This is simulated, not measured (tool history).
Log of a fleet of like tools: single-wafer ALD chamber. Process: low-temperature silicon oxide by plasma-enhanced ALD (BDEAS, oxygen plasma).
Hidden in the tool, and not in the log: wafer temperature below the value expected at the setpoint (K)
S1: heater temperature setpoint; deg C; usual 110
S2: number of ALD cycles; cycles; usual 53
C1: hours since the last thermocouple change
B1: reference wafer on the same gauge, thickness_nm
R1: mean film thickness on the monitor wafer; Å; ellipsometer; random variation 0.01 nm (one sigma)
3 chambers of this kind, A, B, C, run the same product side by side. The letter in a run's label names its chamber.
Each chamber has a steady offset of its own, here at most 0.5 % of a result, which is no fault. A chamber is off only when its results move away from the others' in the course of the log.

run	hour	S1	S2	C1	B1	R1
1A	6.2	110	53	794.2	8.0769	74.521
2C	11	110	53	2468.5	8.0821	74.524
3B	16.1	110	53	948.5	8.0839	74.7
4C	21.4	110	53	2478.9	8.0843	74.427
5A	26.3	110	53	814.3	8.0888	74.535
6B	31.6	110	53	964	8.0861	74.755
7A	37.5	110	53	825.5	8.0905	74.578
8B	42.4	110	53	974.8	8.0875	74.625
9C	46	110	53	2503.5	8.0901	74.424
10B	52.7	110	53	985.1	8.0907	74.682
11A	58	105	61	846	8.0902	86.657
12C	64.6	105	61	2522.1	8.0953	86.612
13A	68.4	105	61	856.4	8.0931	86.599
14B	74.1	110	53	1006.5	8.0936	74.668
15C	79.2	110	53	2536.7	8.0926	74.58
16C	84.1	110	53	2541.6	8.0982	74.589
17B	88.3	122	62	1020.7	8.0978	85.565
18A	92	122	62	880	8.1019	85.271
19C	97.3	122	62	2554.8	8.0979	85.316
20B	101.4	110	53	1033.8	8.1018	74.946
21A	105.2	110	53	893.2	8.0995	74.876
22C	109	110	53	2566.5	8.1026	74.588
23A	115.7	116	53	903.7	8.1038	73.802
24B	121.2	116	53	1053.6	8.1045	74.053
25C	127.2	116	53	2584.7	8.1039	73.869
26B	132.2	110	53	1064.6	8.1059	74.962
27A	137.4	121	53	925.4	8.1076	73.177
28A	143.6	121	53	931.6	8.1071	73.288
29C	147.8	121	53	2605.3	8.1103	73.19
30B	151.6	110	58	1084	8.1086	81.947
31C	155.6	110	58	2613.1	8.1123	81.765
32A	160.4	110	58	948.4	8.1152	81.823
33B	164.2	110	53	1096.6	8.112	74.932
34C	168.9	110	53	2626.4	8.118	74.927
35A	175.6	110	53	963.6	8.1168	74.753
36B	179.3	110	53	1111.7	8.1157	75.126
37B	184.8	99	61	1117.2	8.1151	88.198
38A	188.5	99	61	976.5	8.1181	87.958
39C	194.4	99	61	2651.9	8.1187	87.985
40B	201	110	53	1133.4	8.1191	75.078
41C	205.8	110	53	2663.3	8.1188	74.897
42A	211.9	110	53	999.9	8.1238	74.847
43B	218.1	123	60	1150.5	8.1259	82.701
44C	222.4	123	60	2679.9	8.1247	82.901

Is one chamber off against the others, does the gauge drift, or is nothing wrong? If a chamber is off, say which, and what the likeliest cause is.

The gauge drifts, so all chambers seem to drift together. No chamber is off.
Cause: gauge reads high (%) = 0.573.
